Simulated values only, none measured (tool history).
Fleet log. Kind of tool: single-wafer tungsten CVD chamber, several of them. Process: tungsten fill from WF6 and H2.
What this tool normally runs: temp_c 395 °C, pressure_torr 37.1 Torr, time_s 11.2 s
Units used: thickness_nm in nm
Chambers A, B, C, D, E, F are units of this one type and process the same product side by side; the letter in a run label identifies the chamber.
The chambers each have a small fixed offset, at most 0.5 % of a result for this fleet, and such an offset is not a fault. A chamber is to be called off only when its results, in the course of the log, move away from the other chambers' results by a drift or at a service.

run,day,temp_c,pressure_torr,time_s,"read-back reference wafer on the same gauge, thickness_nm",thickness_nm
1B,0.525,395,37.1,11.2,26.296,32.736
2C,0.921,395,37.1,11.2,26.308,32.5
# day 1.004: chamber C: thermocouple changed; heater temperature recalibrated
3D,1.417,395,37.1,11.2,26.299,32.734
4E,1.688,395,37.1,11.2,26.308,32.724
5A,2.3,395,37.1,11.2,26.292,32.721
6F,2.762,395,37.1,11.2,26.293,32.653
7E,3.067,395,37.1,11.2,26.31,32.725
8F,3.554,395,37.1,11.2,26.31,32.864
9C,3.917,395,37.1,11.2,26.298,32.625
10A,4.462,395,37.1,11.2,26.299,32.678
11D,4.892,395,37.1,11.2,26.298,32.873
12B,5.4,395,33,11.2,26.294,30.922
13E,5.696,395,33,11.2,26.31,31.037
14F,6.138,395,33,11.2,26.308,30.988
15D,6.5,395,33,11.2,26.288,30.884
16A,7.067,395,33,11.2,26.31,30.961
17C,7.412,395,33,11.2,26.284,30.905
18B,7.738,395,37.1,11.2,26.298,32.554
19E,8.192,395,37.1,11.2,26.297,32.659
20A,8.462,395,37.1,11.2,26.305,32.736
21C,8.875,395,37.1,11.2,26.321,32.361
22B,9.25,395,37.1,11.2,26.296,32.303
23F,9.662,395,37.1,12.7,26.307,37.264
24D,9.971,395,37.1,12.7,26.312,37.491
25C,10.496,395,37.1,12.7,26.288,36.825
26E,10.979,395,37.1,12.7,26.287,37.013
27D,11.288,395,37.1,12.7,26.304,37.297
28F,11.875,395,37.1,12.7,26.319,37.215
29B,12.15,395,37.1,11.2,26.301,32.151
30A,12.496,395,37.1,11.2,26.288,32.58
31F,12.933,395,37.1,11.2,26.278,32.887
32A,13.296,395,37.1,11.2,26.302,32.724
33E,13.708,395,37.1,11.2,26.283,32.722
34B,13.975,395,37.1,11.2,26.296,32.199
35D,14.354,395,37.1,11.2,26.283,32.703
36C,14.942,395,37.1,11.2,26.315,32.575
37A,15.512,395,37.1,11.2,26.295,32.92

Is one chamber off against the others, does the gauge drift, or is nothing wrong? If a chamber is off, say which, and what the likeliest cause is.

Little by little, chamber B moves away from the other chambers.
Cause: wafer temperature below the value expected at the setpoint (K) = 1.31.
With only this log, it may be confused with: true pressure below the setpoint (%).

Which of the 4 candidates below, each the usual settings with something changed and its results left as question marks, puts chamber B back in line with what the other chambers give on the usual settings?
Allowed miss from the other chambers' usual-settings mean, per result, to count as in line: thickness_nm 0.29 nm
38B-1,15.954,395,37.1,11.3,,?
38B-2,15.954,395,35.4,11.2,,?
38B-3,15.954,395,36.7,11.2,,?
38B-4,15.954,395,38.8,11.2,,?

Average result of the remaining chambers running the usual settings: thickness_nm 32.7 nm
run,thickness_nm
38B-1,32.356
38B-2,31.367
38B-3,31.905
38B-4,32.752
The answer is 38B-4, which returns the chamber to within the allowed miss of the others.
